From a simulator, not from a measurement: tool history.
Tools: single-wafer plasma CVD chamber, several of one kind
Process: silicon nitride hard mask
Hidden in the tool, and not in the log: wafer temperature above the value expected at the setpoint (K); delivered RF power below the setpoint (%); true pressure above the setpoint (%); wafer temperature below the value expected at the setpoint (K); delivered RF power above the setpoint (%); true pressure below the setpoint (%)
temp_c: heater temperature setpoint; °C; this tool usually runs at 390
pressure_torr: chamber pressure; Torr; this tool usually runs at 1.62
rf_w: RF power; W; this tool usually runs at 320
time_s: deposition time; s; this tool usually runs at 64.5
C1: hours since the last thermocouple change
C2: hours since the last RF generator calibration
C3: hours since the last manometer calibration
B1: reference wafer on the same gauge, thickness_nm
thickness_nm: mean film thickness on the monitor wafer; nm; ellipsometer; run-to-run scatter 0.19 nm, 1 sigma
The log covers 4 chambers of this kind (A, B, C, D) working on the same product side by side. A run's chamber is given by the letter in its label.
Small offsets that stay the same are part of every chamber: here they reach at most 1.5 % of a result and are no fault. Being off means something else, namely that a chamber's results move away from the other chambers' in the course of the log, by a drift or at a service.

Run 1C, hour 10.6: usual settings; C1 450.0; C2 737.7; C3 477.8; B1 80.736. Result: thickness_nm 77.495 nm.
Run 2B, hour 21.1: usual settings; C1 422.7; C2 1258.2; C3 1590.6; B1 80.706. Result: thickness_nm 77.881 nm.
Run 3A, hour 30.5: usual settings; C1 1506.3; C2 967.6; C3 502.1; B1 80.710. Result: thickness_nm 79.044 nm.
Run 4D, hour 42.0: usual settings; C1 1827.7; C2 894.0; C3 1304.1; B1 80.642. Result: thickness_nm 77.846 nm.
Run 5D, hour 49.8: usual settings; C1 1835.5; C2 901.8; C3 1311.9; B1 80.654. Result: thickness_nm 77.938 nm.
Run 6B, hour 57.7: usual settings; C1 459.3; C2 1294.8; C3 1627.2; B1 80.698. Result: thickness_nm 77.888 nm.
Run 7C, hour 68.1: usual settings; C1 507.5; C2 795.2; C3 535.3; B1 80.713. Result: thickness_nm 77.782 nm.
Run 8A, hour 76.1: usual settings; C1 1551.9; C2 1013.2; C3 547.7; B1 80.711. Result: thickness_nm 78.961 nm.
Run 9C, hour 85.6: usual settings; C1 525.0; C2 812.7; C3 552.8; B1 80.618. Result: thickness_nm 77.419 nm.
Run 10D, hour 97.8: usual settings but temp_c 383 °C, pressure_torr 1.98 Torr; C1 1883.5; C2 949.8; C3 1359.9; B1 80.714. Result: thickness_nm 82.662 nm.
Run 11B, hour 105.4: usual settings but temp_c 383 °C, pressure_torr 1.98 Torr; C1 507.0; C2 1342.5; C3 1674.9; B1 80.678. Result: thickness_nm 82.716 nm.
Run 12A, hour 117.9: usual settings but temp_c 383 °C, pressure_torr 1.98 Torr; C1 1593.7; C2 1055.0; C3 589.5; B1 80.724. Result: thickness_nm 83.458 nm.
Run 13C, hour 125.7: usual settings but temp_c 383 °C, pressure_torr 1.98 Torr; C1 565.1; C2 852.8; C3 592.9; B1 80.697. Result: thickness_nm 82.681 nm.
Run 14D, hour 132.1: usual settings; C1 1917.8; C2 984.1; C3 1394.2; B1 80.696. Result: thickness_nm 77.651 nm.
Run 15A, hour 142.0: usual settings but temp_c 383 °C, rf_w 295 W; C1 1617.8; C2 1079.1; C3 613.6; B1 80.677. Result: thickness_nm 74.920 nm.
Run 16B, hour 155.1: usual settings but temp_c 383 °C, rf_w 295 W; C1 556.7; C2 1392.2; C3 1724.6; B1 80.704. Result: thickness_nm 73.589 nm.
Run 17C, hour 166.9: usual settings but temp_c 383 °C, rf_w 295 W; C1 606.3; C2 894.0; C3 634.1; B1 80.680. Result: thickness_nm 73.480 nm.
Run 18B, hour 180.2: usual settings but temp_c 383 °C, rf_w 295 W; C1 581.8; C2 1417.3; C3 1749.7; B1 80.652. Result: thickness_nm 73.913 nm.
Run 19A, hour 190.7: usual settings; C1 1666.5; C2 1127.8; C3 662.3; B1 80.750. Result: thickness_nm 78.780 nm.
Run 20D, hour 199.8: usual settings; C1 1985.5; C2 1051.8; C3 1461.9; B1 80.721. Result: thickness_nm 77.554 nm.
At hour 208.0: chamber A: thermocouple changed; heater temperature recalibrated.
Run 21B, hour 208.9: usual settings; C1 610.5; C2 1446.0; C3 1778.4; B1 80.704. Result: thickness_nm 77.509 nm.
Run 22A, hour 214.9: usual settings; C1 6.9; C2 1152.0; C3 686.5; B1 80.715. Result: thickness_nm 79.087 nm.
Run 23D, hour 226.5: usual settings; C1 2012.2; C2 1078.5; C3 1488.6; B1 80.708. Result: thickness_nm 77.433 nm.
Run 24C, hour 237.4: usual settings; C1 676.8; C2 964.5; C3 704.6; B1 80.700. Result: thickness_nm 77.828 nm.
Run 25A, hour 248.5: usual settings; C1 40.5; C2 1185.6; C3 720.1; B1 80.676. Result: thickness_nm 79.060 nm.
At hour 251.6: chamber A: RF generator calibrated.
Run 26D, hour 256.2: usual settings; C1 2041.9; C2 1108.2; C3 1518.3; B1 80.709. Result: thickness_nm 77.250 nm.
Run 27C, hour 264.2: usual settings but rf_w 285 W, time_s 75.9 s; C1 703.6; C2 991.3; C3 731.4; B1 80.696. Result: thickness_nm 84.570 nm.
Run 28B, hour 271.9: usual settings but rf_w 285 W, time_s 75.9 s; C1 673.5; C2 1509.0; C3 1841.4; B1 80.711. Result: thickness_nm 84.345 nm.
Run 29B, hour 285.4: usual settings but rf_w 285 W, time_s 75.9 s; C1 687.0; C2 1522.5; C3 1854.9; B1 80.709. Result: thickness_nm 84.756 nm.
Run 30C, hour 297.6: usual settings but rf_w 285 W, time_s 75.9 s; C1 737.0; C2 1024.7; C3 764.8; B1 80.754. Result: thickness_nm 84.914 nm.
Run 31D, hour 303.8: usual settings; C1 2089.5; C2 1155.8; C3 1565.9; B1 80.730. Result: thickness_nm 76.755 nm.
Run 32A, hour 316.1: usual settings but time_s 54.5 s; C1 108.1; C2 64.6; C3 787.7; B1 80.709. Result: thickness_nm 66.687 nm.

The same settings go to every chamber for the next run, one line per chamber below. Forecast the results for each:
Run 33A, hour 325.8: usual settings. Result: thickness_nm ?.
Run 33B, hour 325.8: usual settings. Result: thickness_nm ?.
Run 33C, hour 325.8: usual settings. Result: thickness_nm ?.
Run 33D, hour 325.8: usual settings. Result: thickness_nm ?.

run  thickness_nm
33A        78.919
33B        77.771
33C        77.616
33D        76.894
